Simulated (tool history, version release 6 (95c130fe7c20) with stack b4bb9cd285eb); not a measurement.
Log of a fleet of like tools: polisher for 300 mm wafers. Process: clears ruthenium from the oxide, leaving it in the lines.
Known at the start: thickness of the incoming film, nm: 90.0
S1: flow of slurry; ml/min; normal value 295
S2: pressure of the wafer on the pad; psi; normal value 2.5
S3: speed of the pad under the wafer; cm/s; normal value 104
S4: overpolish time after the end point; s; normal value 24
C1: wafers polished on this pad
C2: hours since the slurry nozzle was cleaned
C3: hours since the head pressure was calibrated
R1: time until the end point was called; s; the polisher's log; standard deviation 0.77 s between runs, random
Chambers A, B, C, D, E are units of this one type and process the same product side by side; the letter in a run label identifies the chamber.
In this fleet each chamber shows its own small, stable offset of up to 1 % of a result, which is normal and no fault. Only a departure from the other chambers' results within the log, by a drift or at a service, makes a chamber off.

run,day,S1,S2,S3,S4,C1,C2,C3,R1
1D,0.433,295,2.5,104,24,192,144.6,114.6,56.471
# day 0.633: chamber B: worn pad replaced by a new one
2A,1.062,295,2.5,104,24,1086,114.6,617.2,57.097
# day 1.288: chamber A: worn pad replaced by a new one
# day 1.388: chamber C: slurry nozzle cleaned
3B,1.517,295,2.5,104,24,143,123.0,166.2,56.178
4C,2.112,295,2.5,104,24,1106,17.5,350.8,57.050
# day 2.654: chamber E: worn pad replaced by a new one
5E,2.738,295,2.5,104,24,14,460.2,1034.0,55.673
6A,3.083,295,2.5,104,24,291,163.1,665.7,57.878
# day 3.438: chamber E: slurry nozzle cleaned
7B,3.525,295,2.5,92,24,469,171.2,214.4,64.857
8C,3.804,295,2.5,92,24,1381,58.1,391.4,66.741
9D,4.271,295,2.5,92,24,815,236.7,206.7,64.002
# day 4.408: chamber C: worn pad replaced by a new one
10E,4.567,295,2.5,92,24,311,27.2,1077.9,64.188
11D,5.117,295,2.5,92,24,952,257.0,227.0,63.510
12E,5.425,295,2.5,104,24,450,47.8,1098.5,56.167
13A,5.838,295,2.5,104,24,739,229.2,731.8,55.918
# day 6.100: chamber B: worn pad replaced by a new one
14B,6.117,370,2.5,122,24,2,233.4,276.6,47.773
15C,6.458,370,2.5,122,24,333,121.8,455.1,47.964
# day 6.708: chamber A: head pressure recalibrated
# day 6.717: chamber D: worn pad replaced by a new one
16E,7.004,370,2.5,122,24,706,85.7,1136.4,46.060
# day 7.421: chamber E: head pressure recalibrated
17C,7.633,370,2.5,122,24,523,150.0,483.3,48.279
18D,8.175,370,2.5,122,24,237,330.4,300.4,47.524
# day 8.188: chamber D: slurry nozzle cleaned
# day 8.262: chamber A: worn pad replaced by a new one
19A,8.692,295,2.5,104,24,70,297.7,47.7,56.224
20B,9.075,295,2.5,104,24,483,304.4,347.6,57.313
21B,9.358,295,2.5,104,24,529,311.2,354.4,55.538
22A,9.812,295,2.5,104,24,252,324.6,74.6,57.299
23D,10.358,295,2.5,72,37,591,52.2,352.8,82.676
# day 10.600: chamber E: worn pad replaced by a new one
24E,10.642,295,2.5,72,37,6,173.0,77.4,92.561
25C,11.196,295,2.5,72,37,1102,235.5,568.8,83.252
# day 11.346: chamber C: worn pad replaced by a new one
26E,11.796,295,2.5,72,37,194,200.7,105.1,89.368
# day 11.867: chamber A: slurry nozzle cleaned
27D,12.071,295,2.5,72,37,869,93.3,393.9,80.828
# day 12.504: chamber B: worn pad replaced by a new one
28C,12.675,295,2.5,124,24,215,271.0,604.3,47.158
29B,13.121,295,2.5,124,24,100,401.5,444.7,47.538
30A,13.700,295,2.5,124,24,883,44.0,167.9,46.745
31D,14.154,295,2.5,124,24,1208,143.3,443.9,47.145
32B,14.471,295,2.5,124,24,319,433.9,477.1,47.699
33C,14.975,350,2.2,104,24,589,326.2,659.5,63.197
34E,15.412,350,2.2,104,24,781,287.5,191.9,69.491
# day 15.800: chamber A: worn pad replaced by a new one
35A,15.838,350,2.2,104,24,6,95.3,219.2,62.534
36A,16.204,350,2.2,104,24,66,104.1,228.0,62.489
37E,16.742,350,2.2,104,24,997,319.4,223.8,69.694

What goes on in this fleet: one chamber off, a drifting gauge, or nothing beyond the chambers' own small offsets? Name the chamber and the cause, if any.

Chamber E came out of a service off from its peers and stayed that way.
Most likely cause: head's pressure below its setpoint, % = 9.38.

Below are 4 candidate recipes for chamber E's next run, each the usual settings with a change, their results shown as question marks. Which of them brings E's results back in line with what the other chambers give on the usual settings?
A result is in line if it is within this distance of the other chambers' mean on the usual settings: R1 2.700 s
38E-1,17.196,295,2.3,94,24,,,,?
38E-2,17.196,295,3.0,104,24,,,,?
38E-3,17.196,295,2.5,114,24,,,,?
38E-4,17.196,295,2.4,100,24,,,,?

Average result of the remaining chambers running the usual settings: R1 56.753 s
run,R1
38E-1,75.330
38E-2,52.050
38E-3,56.954
38E-4,67.777
It is 38E-3 that realigns the chamber with its peers.

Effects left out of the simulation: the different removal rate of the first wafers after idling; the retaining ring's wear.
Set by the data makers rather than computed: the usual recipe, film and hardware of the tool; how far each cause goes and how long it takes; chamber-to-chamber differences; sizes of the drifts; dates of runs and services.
